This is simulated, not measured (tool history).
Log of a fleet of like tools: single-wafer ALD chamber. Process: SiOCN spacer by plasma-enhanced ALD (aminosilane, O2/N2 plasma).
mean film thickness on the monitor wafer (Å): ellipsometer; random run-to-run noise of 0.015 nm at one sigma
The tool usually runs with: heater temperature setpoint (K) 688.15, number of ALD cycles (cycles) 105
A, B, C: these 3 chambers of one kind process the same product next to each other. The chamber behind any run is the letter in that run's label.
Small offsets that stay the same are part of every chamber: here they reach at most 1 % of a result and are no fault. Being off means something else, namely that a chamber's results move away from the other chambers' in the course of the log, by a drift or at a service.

run,hour,heater temperature setpoint (K),number of ALD cycles (cycles),"read-back reference wafer on the same gauge, thickness_nm",mean film thickness on the monitor wafer (Å)
1C,7.8,688.15,105,7.008,60.673
2B,16.4,688.15,105,7.0132,59.891
3A,25.6,688.15,105,7.0077,60.876
4C,33.1,688.15,105,7.0128,60.525
5B,41.1,688.15,105,7.0089,60.146
6A,47.8,688.15,105,7.0066,60.497
7B,57.5,688.15,105,7.0113,60.097
8C,67.8,688.15,105,7.0096,60.328
9A,75.9,688.15,105,7.0127,60.818
10A,85.7,688.15,95,7.0115,54.837
11B,91.1,688.15,95,7.0126,54.111
12C,100.2,688.15,95,7.0101,54.744
13C,106.6,688.15,105,7.0107,60.305
14A,116.3,688.15,105,7.0088,60.525
15B,126.1,688.15,105,7.009,59.898
16B,137,688.15,105,7.0108,60.084
17C,145.5,688.15,105,7.0091,60.455
18A,155.8,688.15,105,7.0146,60.793
# hour 166.9: chamber C: thermocouple changed; heater temperature recalibrated
19B,167,688.15,105,7.0069,60.056
20C,176.1,688.15,105,7.0112,60.46
21A,181.5,688.15,105,7.0119,60.605
22A,190,688.15,105,7.0103,60.551
23B,201.2,688.15,105,7.0127,60.142
24C,211.7,688.15,105,7.0099,60.639
25B,217.3,688.15,105,7.0137,60.04
26C,223.5,688.15,105,7.0086,60.68
27A,232.3,688.15,105,7.011,60.681
28B,239.3,688.15,105,7.015,59.938
29A,245.3,688.15,105,7.011,60.662
30C,254.7,701.15,111,7.0091,61.632
31B,263.8,701.15,111,7.011,60.84
32A,272.2,701.15,111,7.0083,61.583
33C,278.2,688.15,105,7.0113,60.693
34A,284.4,688.15,105,7.0122,60.687
35C,295.5,681.15,119,7.0061,70.43
36B,301.9,681.15,119,7.0091,69.222
37B,313.2,681.15,119,7.0095,69.393
38A,318.3,688.15,105,7.0154,60.522

For the next run the whole fleet of 3 chambers uses the same settings. Give each chamber's results:
39A,326.5,688.15,119,,?
39B,326.5,688.15,119,,?
39C,326.5,688.15,119,,?

run,mean film thickness on the monitor wafer (Å)
39A,68.805
39B,67.769
39C,68.531
